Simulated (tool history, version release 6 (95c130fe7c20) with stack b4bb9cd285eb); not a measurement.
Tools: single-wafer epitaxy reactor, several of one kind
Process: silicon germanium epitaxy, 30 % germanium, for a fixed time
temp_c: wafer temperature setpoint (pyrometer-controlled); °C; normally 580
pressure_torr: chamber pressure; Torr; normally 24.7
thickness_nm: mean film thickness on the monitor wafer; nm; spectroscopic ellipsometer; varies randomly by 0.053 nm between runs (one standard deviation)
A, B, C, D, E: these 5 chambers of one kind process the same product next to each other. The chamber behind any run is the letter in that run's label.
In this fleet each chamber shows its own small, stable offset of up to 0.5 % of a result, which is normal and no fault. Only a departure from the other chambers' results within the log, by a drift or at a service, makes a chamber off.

run   hour  temp_c  pressure_torr  hours since the last pyrometer calibration  hours since the last manometer calibration  read-back reference wafer on the same gauge, thickness_nm  thickness_nm
 1E    7.3     580           24.7                                       311.1                                       904.2                                                     37.495        44.245
 2A   21.3     580           24.7                                      1651.9                                       903.4                                                     37.511        44.217
 3D   31.3     580           24.7                                       791.3                                      2314.9                                                     37.512        43.943
 4C   40.2     580           24.7                                       107.9                                       700.7                                                     37.522        44.284
 5B   53.8     580           24.7                                      1469.7                                       552.9                                                     37.529        44.035
 6E   65.4     580           24.7                                       369.2                                       962.3                                                      37.53        44.171
      80.5  -- chamber A: pyrometer calibrated
 7B   81.8     580           24.7                                      1497.7                                       580.9                                                     37.533        44.046
 8A   96.5     580           24.7                                          16                                       978.6                                                     37.537        44.205
     110.4  -- chamber D: capacitance manometer re-zeroed and calibrated
 9D  111.2     580           24.7                                       871.2                                         0.9                                                     37.545        44.116
10C  126.3     571           29.8                                         194                                       786.8                                                     37.543        39.954
11C  141.4     571           29.8                                       209.1                                       801.9                                                     37.573        40.133
12A  155.6     571           29.8                                        75.1                                      1037.7                                                     37.563         40.19
13B  167.4     571           29.8                                      1583.3                                       666.5                                                     37.573        39.841
14E  181.4     571           29.8                                       485.2                                      1078.3                                                     37.569         40.12
15D  194.6     580           24.7                                       954.6                                        84.3                                                     37.586        44.097
16C  203.8     580           24.7                                       271.5                                       864.3                                                     37.586        44.335
17E  212.9     580           24.7                                       516.7                                      1109.8                                                     37.582        44.233
18B  221.5     580           24.7                                      1637.4                                       720.6                                                     37.588        44.184
19A  229.3     580           24.7                                       148.8                                      1111.4                                                     37.589        44.318
20D  236.8     580           24.7                                       996.8                                       126.5                                                     37.598        44.129
21B  248.7     580           24.7                                      1664.6                                       747.8                                                      37.59        44.036
22D  259.7     580           24.7                                      1019.7                                       149.4                                                     37.597        44.155
     260.2  -- chamber A: capacitance manometer re-zeroed and calibrated
23E  268.9     580           24.7                                       572.7                                      1165.8                                                     37.606        44.276
24A  276.2     580           24.7                                       195.7                                        16.1                                                     37.622        44.371
25C  289.8     580           24.7                                       357.5                                       950.3                                                     37.621        44.487
26B  299.5     590           24.7                                      1715.4                                       798.6                                                      37.62        53.394
27A  314.1     590           24.7                                       233.6                                          54                                                     37.633        53.628
28C  327.7     590           24.7                                       395.4                                       988.2                                                     37.628        53.697
29E  344.1     590           24.7                                       647.9                                        1241                                                      37.64        53.371
30D  357.7     590           24.7                                      1117.7                                       247.4                                                     37.632        53.283
31B  370.3     580           29.7                                      1786.2                                       869.4                                                     37.646        47.518
32C  385.2     580           29.7                                       452.9                                      1045.7                                                      37.65        47.743
33D  396.7     580           29.7                                      1156.7                                       286.4                                                     37.662        47.468
34E  411.9     580           29.7                                       715.7                                      1308.8                                                     37.667        47.734
35A  424.3     580           29.7                                       343.8                                       164.2                                                     37.661        47.844
36A  434.5     580           30.2                                         354                                       174.4                                                     37.671        48.147
37E  450.1     580           30.2                                       753.9                                        1347                                                     37.676        48.099

Each of the 5 chambers runs these same settings next. Fill in every chamber's results:
38A   462     580           24.7                                                                                                                                                                ?
38B   462     580           24.7                                                                                                                                                                ?
38C   462     580           24.7                                                                                                                                                                ?
38D   462     580           24.7                                                                                                                                                                ?
38E   462     580           24.7                                                                                                                                                                ?

run  thickness_nm
38A        44.357
38B         44.15
38C        44.521
38D        44.262
38E        44.244

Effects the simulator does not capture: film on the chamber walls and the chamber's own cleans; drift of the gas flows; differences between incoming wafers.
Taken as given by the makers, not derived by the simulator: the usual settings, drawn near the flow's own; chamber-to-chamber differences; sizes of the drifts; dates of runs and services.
